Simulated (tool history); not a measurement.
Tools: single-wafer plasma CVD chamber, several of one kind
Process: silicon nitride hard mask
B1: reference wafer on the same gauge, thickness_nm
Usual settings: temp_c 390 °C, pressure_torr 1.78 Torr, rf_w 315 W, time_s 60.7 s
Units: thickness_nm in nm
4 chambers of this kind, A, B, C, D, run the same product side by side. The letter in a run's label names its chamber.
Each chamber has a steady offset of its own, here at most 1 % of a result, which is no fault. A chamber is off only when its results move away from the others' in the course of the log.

run 1D hour=4.6 | temp_c=390 pressure_torr=1.78 rf_w=315 time_s=60.7 | B1=70.302 | thickness_nm=74.79
run 2A hour=11.6 | temp_c=390 pressure_torr=1.78 rf_w=315 time_s=60.7 | B1=70.277 | thickness_nm=75.131
run 3B hour=17.6 | temp_c=390 pressure_torr=1.78 rf_w=315 time_s=60.7 | B1=70.294 | thickness_nm=73.991
run 4C hour=22.6 | temp_c=390 pressure_torr=1.78 rf_w=315 time_s=60.7 | B1=70.286 | thickness_nm=75.621
run 5C hour=28.8 | temp_c=390 pressure_torr=1.78 rf_w=315 time_s=60.7 | B1=70.319 | thickness_nm=75.015
run 6B hour=37 | temp_c=390 pressure_torr=1.78 rf_w=315 time_s=60.7 | B1=70.283 | thickness_nm=74.352
run 7A hour=42.1 | temp_c=390 pressure_torr=1.78 rf_w=315 time_s=60.7 | B1=70.348 | thickness_nm=75.05
run 8D hour=48.5 | temp_c=390 pressure_torr=1.78 rf_w=315 time_s=60.7 | B1=70.348 | thickness_nm=74.408
run 9A hour=55.2 | temp_c=390 pressure_torr=1.78 rf_w=315 time_s=60.7 | B1=70.288 | thickness_nm=75.024
run 10B hour=61.8 | temp_c=390 pressure_torr=1.78 rf_w=315 time_s=60.7 | B1=70.32 | thickness_nm=74.305
run 11D hour=68.2 | temp_c=390 pressure_torr=1.64 rf_w=265 time_s=60.7 | B1=70.295 | thickness_nm=65.063
run 12C hour=76.1 | temp_c=390 pressure_torr=1.64 rf_w=265 time_s=60.7 | B1=70.264 | thickness_nm=65.163
run 13A hour=85.1 | temp_c=390 pressure_torr=1.64 rf_w=265 time_s=60.7 | B1=70.288 | thickness_nm=64.936
run 14C hour=91.4 | temp_c=390 pressure_torr=1.64 rf_w=265 time_s=60.7 | B1=70.297 | thickness_nm=64.977
run 15D hour=99.2 | temp_c=390 pressure_torr=1.78 rf_w=315 time_s=60.7 | B1=70.325 | thickness_nm=74.678
run 16B hour=106.1 | temp_c=390 pressure_torr=1.78 rf_w=315 time_s=60.7 | B1=70.307 | thickness_nm=74.03
run 17C hour=115.6 | temp_c=390 pressure_torr=1.78 rf_w=315 time_s=60.7 | B1=70.279 | thickness_nm=75.418
run 18B hour=120.6 | temp_c=390 pressure_torr=1.78 rf_w=315 time_s=60.7 | B1=70.319 | thickness_nm=74.517
run 19D hour=127.1 | temp_c=390 pressure_torr=1.78 rf_w=315 time_s=60.7 | B1=70.308 | thickness_nm=74.56
run 20A hour=132.8 | temp_c=390 pressure_torr=1.78 rf_w=315 time_s=60.7 | B1=70.316 | thickness_nm=74.068
run 21B hour=139.2 | temp_c=390 pressure_torr=1.78 rf_w=315 time_s=60.7 | B1=70.279 | thickness_nm=74.144
run 22A hour=146.4 | temp_c=390 pressure_torr=1.78 rf_w=315 time_s=60.7 | B1=70.308 | thickness_nm=74.276
run 23C hour=153.2 | temp_c=390 pressure_torr=1.99 rf_w=295 time_s=60.7 | B1=70.246 | thickness_nm=74.042
run 24D hour=160 | temp_c=390 pressure_torr=1.99 rf_w=295 time_s=60.7 | B1=70.317 | thickness_nm=73.827
run 25A hour=165.4 | temp_c=390 pressure_torr=1.99 rf_w=295 time_s=60.7 | B1=70.3 | thickness_nm=72.517
run 26B hour=171.5 | temp_c=390 pressure_torr=1.99 rf_w=295 time_s=60.7 | B1=70.253 | thickness_nm=73.632
run 27C hour=179.7 | temp_c=390 pressure_torr=1.78 rf_w=315 time_s=60.7 | B1=70.31 | thickness_nm=75.574

What goes on in this fleet: one chamber off, a drifting gauge, or nothing beyond the chambers' own small offsets? Name the chamber and the cause, if any.

Chamber A drifts away from the others.
Cause: delivered RF power below the setpoint (%) = 3.21.
The log may not tell that from: true pressure below the setpoint (%).

Here are 4 candidates for chamber A's next run, each the usual settings with a change, their results left as question marks. Which one brings its results back in line with what the others give on the usual settings?
In line means no further than this from the other chambers' mean on the usual settings: thickness_nm 0.61 nm
run 28A-1 hour=186.7 | temp_c=390 pressure_torr=1.76 rf_w=315 time_s=59.1 | thickness_nm=?
run 28A-2 hour=186.7 | temp_c=390 pressure_torr=1.78 rf_w=315 time_s=60 | thickness_nm=?
run 28A-3 hour=186.7 | temp_c=390 pressure_torr=1.8 rf_w=320 time_s=60.7 | thickness_nm=?
run 28A-4 hour=186.7 | temp_c=390 pressure_torr=1.78 rf_w=330 time_s=60.7 | thickness_nm=?

The other chambers' mean on the usual settings: thickness_nm 74.696 nm
run=28A-1 thickness_nm=71.483
run=28A-2 thickness_nm=72.797
run=28A-3 thickness_nm=74.654
run=28A-4 thickness_nm=75.969
28A-3 brings the chamber back in line.
